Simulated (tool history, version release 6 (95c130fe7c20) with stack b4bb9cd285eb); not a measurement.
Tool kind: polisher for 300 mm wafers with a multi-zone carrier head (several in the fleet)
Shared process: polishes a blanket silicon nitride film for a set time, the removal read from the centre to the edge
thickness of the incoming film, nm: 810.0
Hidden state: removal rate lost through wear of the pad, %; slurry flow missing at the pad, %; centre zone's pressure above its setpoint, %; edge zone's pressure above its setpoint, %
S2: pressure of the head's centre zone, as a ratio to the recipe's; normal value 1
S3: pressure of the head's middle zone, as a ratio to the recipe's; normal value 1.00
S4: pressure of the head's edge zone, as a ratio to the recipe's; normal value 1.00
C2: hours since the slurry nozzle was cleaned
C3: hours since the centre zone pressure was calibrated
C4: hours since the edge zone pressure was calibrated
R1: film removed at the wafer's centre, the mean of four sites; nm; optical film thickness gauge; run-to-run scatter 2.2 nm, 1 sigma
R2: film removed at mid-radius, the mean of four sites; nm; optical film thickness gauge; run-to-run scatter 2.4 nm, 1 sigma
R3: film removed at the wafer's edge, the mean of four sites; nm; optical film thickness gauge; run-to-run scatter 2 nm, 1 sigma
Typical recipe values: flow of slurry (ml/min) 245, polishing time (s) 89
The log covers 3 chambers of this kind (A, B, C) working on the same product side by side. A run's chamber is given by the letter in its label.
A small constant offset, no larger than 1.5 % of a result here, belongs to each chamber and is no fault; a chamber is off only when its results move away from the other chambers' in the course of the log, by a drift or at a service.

{"run": "1A", "hour": 9.9, "flow of slurry (ml/min)": 245, "S2": 1, "S3": 1.0, "S4": 1.0, "polishing time (s)": 89, "wafers polished on this pad": 599, "C2": 259.3, "C3": 553.7, "C4": 599.6, "R1": 221.64, "R2": 223.49, "R3": 222.78}
{"run": "2C", "hour": 17.9, "flow of slurry (ml/min)": 245, "S2": 1, "S3": 1.0, "S4": 1.0, "polishing time (s)": 89, "wafers polished on this pad": 297, "C2": 152.7, "C3": 307.4, "C4": 999.4, "R1": 223.41, "R2": 223.2, "R3": 222.85}
{"run": "3B", "hour": 23.1, "flow of slurry (ml/min)": 245, "S2": 1, "S3": 1.0, "S4": 1.0, "polishing time (s)": 89, "wafers polished on this pad": 857, "C2": 31.0, "C3": 156.3, "C4": 939.1, "R1": 226.22, "R2": 222.15, "R3": 222.84}
{"run": "4C", "hour": 30.5, "flow of slurry (ml/min)": 245, "S2": 1, "S3": 1.0, "S4": 1.0, "polishing time (s)": 89, "wafers polished on this pad": 386, "C2": 165.3, "C3": 320.0, "C4": 1012.0, "R1": 222.39, "R2": 223.0, "R3": 223.06}
{"run": "5A", "hour": 38.8, "flow of slurry (ml/min)": 245, "S2": 1, "S3": 1.0, "S4": 1.0, "polishing time (s)": 89, "wafers polished on this pad": 803, "C2": 288.2, "C3": 582.6, "C4": 628.5, "R1": 222.0, "R2": 226.8, "R3": 222.76}
{"run": "6B", "hour": 46.4, "flow of slurry (ml/min)": 245, "S2": 1, "S3": 1.0, "S4": 1.0, "polishing time (s)": 89, "wafers polished on this pad": 1021, "C2": 54.3, "C3": 179.6, "C4": 962.4, "R1": 226.86, "R2": 221.43, "R3": 225.15}
{"run": "7A", "hour": 52.9, "flow of slurry (ml/min)": 245, "S2": 1, "S3": 1.0, "S4": 1.0, "polishing time (s)": 89, "wafers polished on this pad": 902, "C2": 302.3, "C3": 596.7, "C4": 642.6, "R1": 220.49, "R2": 225.27, "R3": 223.05}
{"run": "8B", "hour": 58.4, "flow of slurry (ml/min)": 245, "S2": 1, "S3": 1.0, "S4": 1.0, "polishing time (s)": 89, "wafers polished on this pad": 1106, "C2": 66.3, "C3": 191.6, "C4": 974.4, "R1": 222.83, "R2": 222.66, "R3": 224.07}
{"run": "9C", "hour": 64.4, "flow of slurry (ml/min)": 245, "S2": 1, "S3": 1.09, "S4": 1.0, "polishing time (s)": 89, "wafers polished on this pad": 625, "C2": 199.2, "C3": 353.9, "C4": 1045.9, "R1": 222.07, "R2": 245.87, "R3": 221.3}
{"run": "10A", "hour": 70.5, "flow of slurry (ml/min)": 245, "S2": 1, "S3": 1.09, "S4": 1.0, "polishing time (s)": 89, "wafers polished on this pad": 1026, "C2": 319.9, "C3": 614.3, "C4": 660.2, "R1": 224.18, "R2": 243.95, "R3": 223.81}
{"run": "11C", "hour": 79.3, "flow of slurry (ml/min)": 245, "S2": 1, "S3": 1.09, "S4": 1.0, "polishing time (s)": 89, "wafers polished on this pad": 731, "C2": 214.1, "C3": 368.8, "C4": 1060.8, "R1": 222.55, "R2": 244.59, "R3": 222.45}
{"run": "12B", "hour": 87.9, "flow of slurry (ml/min)": 245, "S2": 1, "S3": 1.0, "S4": 1.0, "polishing time (s)": 89, "wafers polished on this pad": 1314, "C2": 95.8, "C3": 221.1, "C4": 1003.9, "R1": 224.04, "R2": 226.01, "R3": 219.47}
{"run": "13A", "hour": 97.5, "flow of slurry (ml/min)": 245, "S2": 1, "S3": 1.0, "S4": 1.0, "polishing time (s)": 89, "wafers polished on this pad": 1217, "C2": 346.9, "C3": 641.3, "C4": 687.2, "R1": 224.83, "R2": 225.8, "R3": 222.19}
{"run": "14B", "hour": 105.8, "flow of slurry (ml/min)": 245, "S2": 1, "S3": 1.0, "S4": 1.0, "polishing time (s)": 89, "wafers polished on this pad": 1441, "C2": 113.7, "C3": 239.0, "C4": 1021.8, "R1": 224.36, "R2": 217.52, "R3": 226.14}
{"hour": 107.8, "done": "chamber B: worn pad replaced by a new one"}
{"run": "15C", "hour": 113.1, "flow of slurry (ml/min)": 245, "S2": 1, "S3": 1.0, "S4": 0.89, "polishing time (s)": 78, "wafers polished on this pad": 969, "C2": 247.9, "C3": 402.6, "C4": 1094.6, "R1": 195.18, "R2": 194.22, "R3": 182.75}
{"run": "16C", "hour": 119.2, "flow of slurry (ml/min)": 245, "S2": 1, "S3": 1.0, "S4": 0.89, "polishing time (s)": 78, "wafers polished on this pad": 1012, "C2": 254.0, "C3": 408.7, "C4": 1100.7, "R1": 190.08, "R2": 194.08, "R3": 187.62}
{"run": "17A", "hour": 124.0, "flow of slurry (ml/min)": 245, "S2": 1, "S3": 1.0, "S4": 0.89, "polishing time (s)": 78, "wafers polished on this pad": 1404, "C2": 373.4, "C3": 667.8, "C4": 713.7, "R1": 195.93, "R2": 195.33, "R3": 185.15}
{"run": "18B", "hour": 128.8, "flow of slurry (ml/min)": 245, "S2": 1, "S3": 0.95, "S4": 1.0, "polishing time (s)": 89, "wafers polished on this pad": 148, "C2": 136.7, "C3": 262.0, "C4": 1044.8, "R1": 220.21, "R2": 213.36, "R3": 221.71}
{"run": "19C", "hour": 134.7, "flow of slurry (ml/min)": 245, "S2": 1, "S3": 0.95, "S4": 1.0, "polishing time (s)": 89, "wafers polished on this pad": 1122, "C2": 269.5, "C3": 424.2, "C4": 1116.2, "R1": 219.77, "R2": 214.84, "R3": 222.34}
{"hour": 134.8, "done": "chamber A: worn pad replaced by a new one"}
{"run": "20B", "hour": 141.6, "flow of slurry (ml/min)": 245, "S2": 1, "S3": 0.95, "S4": 1.0, "polishing time (s)": 89, "wafers polished on this pad": 239, "C2": 149.5, "C3": 274.8, "C4": 1057.6, "R1": 224.05, "R2": 210.57, "R3": 226.05}
{"run": "21A", "hour": 147.9, "flow of slurry (ml/min)": 180, "S2": 1, "S3": 1.0, "S4": 1.0, "polishing time (s)": 102, "wafers polished on this pad": 92, "C2": 397.3, "C3": 691.7, "C4": 737.6, "R1": 244.33, "R2": 243.03, "R3": 249.9}
{"run": "22A", "hour": 153.6, "flow of slurry (ml/min)": 180, "S2": 1, "S3": 1.0, "S4": 1.0, "polishing time (s)": 102, "wafers polished on this pad": 133, "C2": 403.0, "C3": 697.4, "C4": 743.3, "R1": 244.24, "R2": 246.31, "R3": 245.13}
{"run": "23C", "hour": 163.5, "flow of slurry (ml/min)": 180, "S2": 1, "S3": 1.0, "S4": 1.0, "polishing time (s)": 102, "wafers polished on this pad": 1325, "C2": 298.3, "C3": 453.0, "C4": 1145.0, "R1": 243.59, "R2": 246.56, "R3": 246.48}
{"run": "24B", "hour": 172.1, "flow of slurry (ml/min)": 245, "S2": 1, "S3": 1.0, "S4": 1.0, "polishing time (s)": 89, "wafers polished on this pad": 454, "C2": 180.0, "C3": 305.3, "C4": 1088.1, "R1": 225.02, "R2": 223.58, "R3": 222.94}
{"hour": 175.8, "done": "chamber C: worn pad replaced by a new one"}
{"run": "25B", "hour": 179.2, "flow of slurry (ml/min)": 245, "S2": 1, "S3": 1.0, "S4": 1.0, "polishing time (s)": 89, "wafers polished on this pad": 504, "C2": 187.1, "C3": 312.4, "C4": 1095.2, "R1": 225.16, "R2": 223.85, "R3": 218.97}
{"run": "26C", "hour": 185.6, "flow of slurry (ml/min)": 245, "S2": 1, "S3": 1.0, "S4": 1.0, "polishing time (s)": 89, "wafers polished on this pad": 69, "C2": 320.4, "C3": 475.1, "C4": 1167.1, "R1": 221.77, "R2": 221.2, "R3": 220.41}
{"run": "27A", "hour": 192.3, "flow of slurry (ml/min)": 245, "S2": 1, "S3": 1.0, "S4": 1.0, "polishing time (s)": 89, "wafers polished on this pad": 406, "C2": 441.7, "C3": 736.1, "C4": 782.0, "R1": 220.65, "R2": 225.21, "R3": 221.82}
{"run": "28B", "hour": 198.8, "flow of slurry (ml/min)": 245, "S2": 1, "S3": 1.0, "S4": 1.0, "polishing time (s)": 89, "wafers polished on this pad": 643, "C2": 206.7, "C3": 332.0, "C4": 1114.8, "R1": 225.66, "R2": 222.18, "R3": 226.53}
{"run": "29C", "hour": 206.6, "flow of slurry (ml/min)": 245, "S2": 1, "S3": 1.0, "S4": 1.0, "polishing time (s)": 89, "wafers polished on this pad": 218, "C2": 341.4, "C3": 496.1, "C4": 1188.1, "R1": 223.64, "R2": 224.13, "R3": 222.38}
{"run": "30A", "hour": 211.7, "flow of slurry (ml/min)": 245, "S2": 1, "S3": 1.0, "S4": 1.0, "polishing time (s)": 89, "wafers polished on this pad": 543, "C2": 461.1, "C3": 755.5, "C4": 801.4, "R1": 220.96, "R2": 226.42, "R3": 224.36}
{"run": "31B", "hour": 219.0, "flow of slurry (ml/min)": 245, "S2": 1, "S3": 1.0, "S4": 1.0, "polishing time (s)": 89, "wafers polished on this pad": 785, "C2": 226.9, "C3": 352.2, "C4": 1135.0, "R1": 219.97, "R2": 226.28, "R3": 222.55}
{"run": "32C", "hour": 224.4, "flow of slurry (ml/min)": 245, "S2": 1, "S3": 1.0, "S4": 1.0, "polishing time (s)": 89, "wafers polished on this pad": 343, "C2": 359.2, "C3": 513.9, "C4": 1205.9, "R1": 221.57, "R2": 227.08, "R3": 222.98}
{"run": "33A", "hour": 234.2, "flow of slurry (ml/min)": 245, "S2": 1, "S3": 1.0, "S4": 1.0, "polishing time (s)": 89, "wafers polished on this pad": 702, "C2": 483.6, "C3": 778.0, "C4": 823.9, "R1": 223.94, "R2": 226.88, "R3": 225.51}
{"run": "34A", "hour": 243.7, "flow of slurry (ml/min)": 200, "S2": 1, "S3": 1.11, "S4": 1.0, "polishing time (s)": 89, "wafers polished on this pad": 769, "C2": 493.1, "C3": 787.5, "C4": 833.4, "R1": 217.38, "R2": 242.95, "R3": 218.56}
{"run": "35C", "hour": 251.9, "flow of slurry (ml/min)": 200, "S2": 1, "S3": 1.11, "S4": 1.0, "polishing time (s)": 89, "wafers polished on this pad": 538, "C2": 386.7, "C3": 541.4, "C4": 1233.4, "R1": 213.8, "R2": 240.45, "R3": 218.49}
{"run": "36B", "hour": 257.6, "flow of slurry (ml/min)": 200, "S2": 1, "S3": 1.11, "S4": 1.0, "polishing time (s)": 89, "wafers polished on this pad": 1058, "C2": 265.5, "C3": 390.8, "C4": 1173.6, "R1": 216.45, "R2": 237.46, "R3": 219.8}
{"run": "37A", "hour": 266.6, "flow of slurry (ml/min)": 245, "S2": 1, "S3": 1.0, "S4": 1.0, "polishing time (s)": 89, "wafers polished on this pad": 931, "C2": 516.0, "C3": 810.4, "C4": 856.3, "R1": 225.37, "R2": 224.78, "R3": 224.32}
{"hour": 266.8, "done": "chamber C: slurry nozzle cleaned"}
{"run": "38B", "hour": 270.9, "flow of slurry (ml/min)": 245, "S2": 1, "S3": 1.0, "S4": 1.0, "polishing time (s)": 89, "wafers polished on this pad": 1152, "C2": 278.8, "C3": 404.1, "C4": 1186.9, "R1": 224.35, "R2": 220.74, "R3": 225.17}
{"run": "39C", "hour": 279.2, "flow of slurry (ml/min)": 245, "S2": 1, "S3": 1.0, "S4": 1.0, "polishing time (s)": 89, "wafers polished on this pad": 730, "C2": 12.5, "C3": 568.7, "C4": 1260.7, "R1": 223.88, "R2": 228.31, "R3": 222.97}
{"hour": 288.7, "done": "chamber B: worn pad replaced by a new one"}
{"run": "40A", "hour": 289.0, "flow of slurry (ml/min)": 245, "S2": 1, "S3": 1.0, "S4": 1.0, "polishing time (s)": 89, "wafers polished on this pad": 1089, "C2": 538.4, "C3": 832.8, "C4": 878.7, "R1": 229.21, "R2": 227.44, "R3": 220.42}
{"hour": 290.6, "done": "chamber A: slurry nozzle cleaned"}
{"run": "41B", "hour": 294.6, "flow of slurry (ml/min)": 245, "S2": 1, "S3": 1.0, "S4": 1.0, "polishing time (s)": 89, "wafers polished on this pad": 42, "C2": 302.5, "C3": 427.8, "C4": 1210.6, "R1": 226.08, "R2": 220.74, "R3": 223.37}
{"run": "42C", "hour": 302.6, "flow of slurry (ml/min)": 245, "S2": 1, "S3": 1.0, "S4": 1.0, "polishing time (s)": 89, "wafers polished on this pad": 896, "C2": 35.9, "C3": 592.1, "C4": 1284.1, "R1": 225.07, "R2": 224.61, "R3": 225.66}
{"run": "43A", "hour": 309.7, "flow of slurry (ml/min)": 245, "S2": 1, "S3": 1.0, "S4": 1.0, "polishing time (s)": 89, "wafers polished on this pad": 1235, "C2": 19.2, "C3": 853.5, "C4": 899.4, "R1": 223.41, "R2": 220.6, "R3": 222.68}
{"run": "44C", "hour": 314.1, "flow of slurry (ml/min)": 245, "S2": 1, "S3": 1.0, "S4": 1.0, "polishing time (s)": 89, "wafers polished on this pad": 977, "C2": 47.4, "C3": 603.6, "C4": 1295.6, "R1": 223.54, "R2": 228.94, "R3": 223.91}

Is one chamber out of step, is the gauge drifting, or do the chambers differ by no more than their own small offsets? For an off chamber, give its letter and the likeliest cause.

Nothing is wrong: each chamber keeps only its own small, steady offset and the gauge holds still.
